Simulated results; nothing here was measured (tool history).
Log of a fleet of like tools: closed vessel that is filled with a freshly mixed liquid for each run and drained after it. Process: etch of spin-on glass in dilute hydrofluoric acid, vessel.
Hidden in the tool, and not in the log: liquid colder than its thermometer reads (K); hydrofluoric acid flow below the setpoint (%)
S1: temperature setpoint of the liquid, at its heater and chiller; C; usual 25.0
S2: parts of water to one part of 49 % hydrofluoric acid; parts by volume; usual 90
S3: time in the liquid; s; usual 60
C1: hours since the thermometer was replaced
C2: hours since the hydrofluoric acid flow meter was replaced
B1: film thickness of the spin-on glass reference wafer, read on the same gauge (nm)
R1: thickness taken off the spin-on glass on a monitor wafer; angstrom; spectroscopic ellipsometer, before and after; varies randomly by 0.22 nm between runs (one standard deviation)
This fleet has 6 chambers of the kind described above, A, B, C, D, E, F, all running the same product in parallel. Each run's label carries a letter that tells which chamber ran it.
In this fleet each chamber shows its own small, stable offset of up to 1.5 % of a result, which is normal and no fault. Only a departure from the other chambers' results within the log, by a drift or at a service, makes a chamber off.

run     day    S1   S2  S3      C1      C2      B1      R1
 1D   0.408  25.0   90  60   846.6   303.0  90.001  362.85
 2F   0.704  25.0   90  60   860.4   969.4  89.988  368.50
 3C   1.096  25.0   90  60   660.7  1973.5  90.012  363.69
 4B   1.325  25.0   90  60   240.8   207.2  89.986  376.00
 5E   1.775  25.0   90  60  2298.9  1143.3  90.010  367.27
 6A   2.033  25.0   90  60   356.7   365.0  90.009  367.76
 7B   2.496  25.0   90  60   268.9   235.3  90.000  372.96
 8F   2.696  25.0   90  60   908.2  1017.2  89.992  364.61
 9A   3.012  25.0   90  60   380.2   388.5  89.988  368.53
10D   3.288  28.0   90  60   915.7   372.1  90.011  409.66
11C   3.729  28.0   90  60   723.9  2036.7  90.006  412.32
12E   3.992  28.0   90  60  2352.1  1196.5  90.010  410.77
13D   4.279  28.0   90  60   939.5   395.9  89.989  410.99
14A   4.621  28.0   90  60   418.8   427.1  90.004  411.78
15E   4.846  28.0   90  60  2372.6  1217.0  90.000  413.54
16B   5.296  25.0   90  60   336.1   302.5  90.010  371.78
      5.479  -- chamber E: thermometer replaced
17C   5.704  25.0   90  60   771.3  2084.1  89.987  370.84
18F   6.092  25.0   90  60   989.7  1098.7  89.998  366.36
19E   6.400  25.0   90  60    22.1  1254.3  90.026  366.14
20A   6.629  25.0   90  60   467.0   475.3  89.995  364.86
21F   6.875  25.0   90  60  1008.5  1117.5  89.971  366.67
22C   7.088  25.0   90  60   804.5  2117.3  90.015  363.65
23D   7.508  25.0   90  60  1017.0   473.4  89.998  365.48
24B   7.962  25.0   90  60   400.1   366.5  90.007  372.78
25F   8.200  25.0   90  60  1040.3  1149.3  90.013  368.89
26E   8.508  25.0   90  60    72.7  1304.9  90.013  369.16
27D   8.892  25.0   90  60  1050.2   506.6  90.021  367.56
28C   9.138  30.0   90  60   853.7  2166.5  89.992  445.98
29A   9.600  30.0   90  60   538.3   546.6  90.006  445.74
30B   9.946  30.0   90  60   447.7   414.1  89.980  450.47
31A  10.183  30.0   90  60   552.3   560.6  90.003  447.72
32D  10.496  30.0   90  60  1088.7   545.1  89.973  448.47
     10.600  -- chamber F: hydrofluoric acid flow meter replaced
33E  10.946  30.0   90  60   131.2  1363.4  89.992  447.97
34F  11.208  25.0   90  60  1112.5    14.6  90.017  365.98
     11.396  -- chamber B: hydrofluoric acid flow meter replaced
     11.496  -- chamber A: hydrofluoric acid flow meter replaced
35C  11.542  25.0   90  60   911.4  2224.2  90.000  364.25
     11.854  -- chamber C: hydrofluoric acid flow meter replaced
36B  11.862  25.0   90  60   493.7    11.2  90.008  375.39
37A  12.242  25.0   90  60   601.7    17.9  89.996  370.45
38D  12.500  25.0   90  60  1136.8   593.2  89.991  366.42
39B  12.875  25.0  105  30   518.0    35.5  89.997  156.76
40F  13.204  25.0  105  30  1160.4    62.5  90.016  153.97
41C  13.454  25.0  105  30   957.3    38.5  89.989  153.62

Read the log: is a single chamber off, either drifting away or since a service, is the gauge that measures every chamber drifting, or is nothing wrong beyond small per-chamber offsets? Name any odd chamber and what most likely caused it.

Nothing is wrong: each chamber keeps only its own small, steady offset and the gauge holds still.

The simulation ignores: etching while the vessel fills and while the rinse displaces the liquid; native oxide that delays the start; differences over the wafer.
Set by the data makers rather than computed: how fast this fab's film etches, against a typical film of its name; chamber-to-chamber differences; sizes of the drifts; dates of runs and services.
